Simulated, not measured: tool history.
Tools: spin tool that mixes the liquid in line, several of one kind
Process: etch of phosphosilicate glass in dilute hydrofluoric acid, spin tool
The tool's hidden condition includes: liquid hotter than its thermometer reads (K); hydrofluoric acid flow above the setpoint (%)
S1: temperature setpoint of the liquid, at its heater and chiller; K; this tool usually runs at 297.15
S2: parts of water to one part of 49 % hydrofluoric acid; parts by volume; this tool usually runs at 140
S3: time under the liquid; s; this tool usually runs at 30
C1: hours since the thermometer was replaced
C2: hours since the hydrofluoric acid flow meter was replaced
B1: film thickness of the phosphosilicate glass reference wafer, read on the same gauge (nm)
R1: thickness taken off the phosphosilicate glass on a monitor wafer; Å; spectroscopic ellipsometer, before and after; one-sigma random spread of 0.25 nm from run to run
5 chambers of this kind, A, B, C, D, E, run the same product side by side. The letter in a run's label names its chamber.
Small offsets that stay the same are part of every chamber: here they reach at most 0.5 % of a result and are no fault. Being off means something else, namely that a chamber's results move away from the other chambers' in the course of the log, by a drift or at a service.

run,hour,S1,S2,S3,C1,C2,B1,R1
1A,6.2,297.15,140,30,1648.0,903.2,49.993,335.14
2E,12.4,297.15,140,30,416.2,787.5,49.992,331.41
3B,17.1,297.15,140,30,461.8,909.7,50.010,340.01
4C,23.5,297.15,140,30,68.3,54.4,49.997,333.00
5D,31.7,301.15,165,30,1377.3,912.7,50.023,321.66
6D,39.1,301.15,165,30,1384.7,920.1,50.026,318.39
7E,45.3,301.15,165,30,449.1,820.4,50.011,320.45
# hour 46.7: chamber E: thermometer replaced
8B,52.5,301.15,165,30,497.2,945.1,49.984,325.39
9A,58.8,301.15,165,30,1700.6,955.8,49.952,325.64
10C,66.1,297.15,140,30,110.9,97.0,49.967,340.42
11A,73.4,297.15,140,30,1715.2,970.4,49.993,337.66
12E,77.6,297.15,140,30,30.9,852.7,50.030,336.03
13C,84.9,297.15,140,30,129.7,115.8,50.008,336.52
14D,92.7,297.15,140,30,1438.3,973.7,49.949,337.85
15B,98.6,297.15,140,30,543.3,991.2,50.017,338.13
16A,104.1,297.15,140,30,1745.9,1001.1,50.012,335.60
17E,108.8,297.15,165,20,62.1,883.9,49.975,185.06
18C,112.8,297.15,165,20,157.6,143.7,49.972,183.84
19B,119.5,297.15,165,20,564.2,1012.1,49.980,185.43
20D,126.1,297.15,165,20,1471.7,1007.1,49.987,186.95
21C,134.6,297.15,165,20,179.4,165.5,50.017,183.07
22B,141.2,297.15,140,30,585.9,1033.8,49.989,333.78
23E,148.1,297.15,140,30,101.4,923.2,49.996,337.35
24D,156.7,297.15,140,30,1502.3,1037.7,50.028,347.89
25A,161.1,297.15,140,30,1802.9,1058.1,50.002,338.01
26D,168.8,297.15,140,30,1514.4,1049.8,49.999,347.15
27A,175.9,297.15,140,30,1817.7,1072.9,49.946,340.42
28E,182.7,297.15,140,30,136.0,957.8,49.983,339.52
29C,189.4,297.15,140,30,234.2,220.3,50.004,334.52
30B,193.4,297.15,140,30,638.1,1086.0,50.013,340.75
31C,198.1,297.15,140,30,242.9,229.0,50.003,334.13
32E,202.9,299.15,195,30,156.2,978.0,49.989,243.73
33A,208.0,299.15,195,30,1849.8,1105.0,50.013,245.28
34B,215.9,299.15,195,30,660.6,1108.5,50.009,244.63
35D,224.4,299.15,195,30,1570.0,1105.4,49.986,266.00
36C,230.8,299.15,195,30,275.6,261.7,49.992,241.43
37D,239.9,297.15,140,30,1585.5,1120.9,50.001,363.17
38B,245.6,297.15,140,30,690.3,1138.2,49.980,336.58
39E,251.2,295.15,190,30,204.5,1026.3,49.967,218.21
40A,256.5,295.15,190,30,1898.3,1153.5,49.970,220.50
41A,261.5,295.15,190,30,1903.3,1158.5,49.998,218.64
42C,266.5,295.15,190,30,311.3,297.4,49.955,215.44
43D,270.6,295.15,190,30,1616.2,1151.6,49.956,236.01
44E,275.8,297.15,140,30,229.1,1050.9,49.993,336.08

One chamber off, gauge drift, or nothing amiss beyond the chambers' own small offsets? If it is a chamber, which one, and what is the likeliest cause?

Little by little, chamber D moves away from the other chambers.
Cause: hydrofluoric acid flow above the setpoint (%) = 8.82.
The log might look much the same if the cause were instead: liquid hotter than its thermometer reads (K).

Below are 4 candidate recipes for chamber D's next run, each the usual settings with a change, their results shown as question marks. Which of them brings D's results back in line with what the other chambers give on the usual settings?
Counts as in line when no further than this from what the other chambers average on the usual settings: R1 8.80 Å
45D-1,282.4,296.15,140,30,,,,?
45D-2,282.4,297.15,135,30,,,,?
45D-3,282.4,296.65,150,30,,,,?
45D-4,282.4,299.65,140,30,,,,?

Other chambers, usual settings, mean: R1 336.55 Å
run,R1
45D-1,355.89
45D-2,386.15
45D-3,335.27
45D-4,408.20
Change 45D-3 lands the chamber within the allowed miss of the other chambers.
